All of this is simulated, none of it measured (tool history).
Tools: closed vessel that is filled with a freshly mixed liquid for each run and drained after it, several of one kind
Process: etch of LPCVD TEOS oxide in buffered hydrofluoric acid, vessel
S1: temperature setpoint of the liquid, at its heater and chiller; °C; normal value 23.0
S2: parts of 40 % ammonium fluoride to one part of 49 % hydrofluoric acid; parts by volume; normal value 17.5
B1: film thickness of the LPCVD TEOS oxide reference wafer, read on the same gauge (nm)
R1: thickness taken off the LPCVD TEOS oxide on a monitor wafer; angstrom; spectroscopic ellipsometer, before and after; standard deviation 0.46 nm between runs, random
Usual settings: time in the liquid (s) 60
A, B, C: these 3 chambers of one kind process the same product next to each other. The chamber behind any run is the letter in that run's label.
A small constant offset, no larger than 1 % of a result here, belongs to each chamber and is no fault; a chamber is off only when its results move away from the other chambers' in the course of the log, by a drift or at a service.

Run 1B, hour 11.6: usual settings; B1 59.985. Result: R1 1280.4 angstrom.
Run 2A, hour 23.6: usual settings; B1 60.025. Result: R1 1290.4 angstrom.
Run 3C, hour 37.3: usual settings; B1 59.997. Result: R1 1283.9 angstrom.
Run 4C, hour 44.3: usual settings; B1 60.037. Result: R1 1278.5 angstrom.
At hour 45.4: chamber C: thermometer replaced.
Run 5A, hour 52.4: usual settings; B1 60.032. Result: R1 1286.8 angstrom.
Run 6B, hour 65.4: usual settings but S2 13.5 parts by volume; B1 60.001. Result: R1 1657.4 angstrom.
Run 7B, hour 72.8: usual settings but S2 13.5 parts by volume; B1 60.040. Result: R1 1665.7 angstrom.
Run 8A, hour 80.2: usual settings but S2 13.5 parts by volume; B1 60.042. Result: R1 1654.7 angstrom.
Run 9C, hour 93.4: usual settings; B1 60.029. Result: R1 1288.6 angstrom.
Run 10A, hour 107.1: usual settings; B1 60.002. Result: R1 1289.3 angstrom.
Run 11C, hour 119.1: usual settings; B1 59.972. Result: R1 1281.5 angstrom.
Run 12B, hour 128.0: usual settings but S2 21.5 parts by volume; B1 59.981. Result: R1 1077.3 angstrom.
Run 13A, hour 140.4: usual settings but S2 21.5 parts by volume; B1 59.992. Result: R1 1062.2 angstrom.
Run 14B, hour 154.1: usual settings but S2 21.5 parts by volume; B1 59.983. Result: R1 1067.7 angstrom.
Run 15C, hour 167.7: usual settings; B1 59.986. Result: R1 1276.5 angstrom.
Run 16A, hour 178.2: usual settings but S2 13.0 parts by volume; B1 60.047. Result: R1 1704.0 angstrom.
Run 17C, hour 191.8: usual settings but S2 13.0 parts by volume; B1 59.983. Result: R1 1715.4 angstrom.
Run 18B, hour 201.0: usual settings but S2 13.0 parts by volume; B1 59.995. Result: R1 1714.8 angstrom.
Run 19B, hour 212.9: usual settings; B1 59.999. Result: R1 1278.4 angstrom.
Run 20A, hour 220.5: usual settings; B1 59.967. Result: R1 1279.9 angstrom.
Run 21C, hour 227.4: usual settings; B1 59.997. Result: R1 1285.1 angstrom.
Run 22B, hour 236.0: usual settings but S1 27.5 °C, S2 23.5 parts by volume; B1 59.987. Result: R1 1283.5 angstrom.
Run 23C, hour 242.7: usual settings but S1 27.5 °C, S2 23.5 parts by volume; B1 60.034. Result: R1 1267.7 angstrom.
Run 24A, hour 254.7: usual settings but S1 27.5 °C, S2 23.5 parts by volume; B1 59.963. Result: R1 1284.0 angstrom.
Run 25C, hour 267.4: usual settings; B1 59.958. Result: R1 1269.1 angstrom.
Run 26A, hour 276.8: usual settings but S2 13.5 parts by volume; B1 59.990. Result: R1 1645.5 angstrom.
Run 27B, hour 283.3: usual settings but S2 13.5 parts by volume; B1 59.972. Result: R1 1657.5 angstrom.
Run 28C, hour 290.4: usual settings but S2 13.5 parts by volume; B1 60.010. Result: R1 1653.0 angstrom.
Run 29A, hour 301.9: usual settings; B1 59.966. Result: R1 1281.0 angstrom.
Run 30B, hour 308.4: usual settings; B1 59.983. Result: R1 1292.5 angstrom.
Run 31C, hour 321.3: usual settings; B1 59.975. Result: R1 1287.5 angstrom.
Run 32A, hour 333.5: usual settings; B1 60.015. Result: R1 1287.6 angstrom.
Run 33B, hour 342.8: usual settings; B1 60.023. Result: R1 1282.8 angstrom.
Run 34C, hour 352.9: usual settings; B1 60.000. Result: R1 1278.8 angstrom.
Run 35B, hour 362.3: usual settings but S2 12.0 parts by volume; B1 60.034. Result: R1 1857.7 angstrom.
At hour 367.1: chamber C: hydrofluoric acid flow meter replaced.
Run 36A, hour 369.2: usual settings but S2 12.0 parts by volume; B1 60.029. Result: R1 1853.3 angstrom.
At hour 372.4: chamber B: hydrofluoric acid flow meter replaced.
Run 37B, hour 377.4: usual settings but S2 12.0 parts by volume; B1 60.007. Result: R1 1850.0 angstrom.
Run 38A, hour 383.5: usual settings; B1 59.983. Result: R1 1288.2 angstrom.
Run 39C, hour 395.2: usual settings; B1 59.995. Result: R1 1281.9 angstrom.

Predict what each chamber gives when all 3 of them run the settings below next.
Run 40A, hour 405.1: usual settings but S1 26.5 °C. Result: R1 ?.
Run 40B, hour 405.1: usual settings but S1 26.5 °C. Result: R1 ?.
Run 40C, hour 405.1: usual settings but S1 26.5 °C. Result: R1 ?.

run      R1
40A  1548.7
40B  1560.0
40C  1545.0
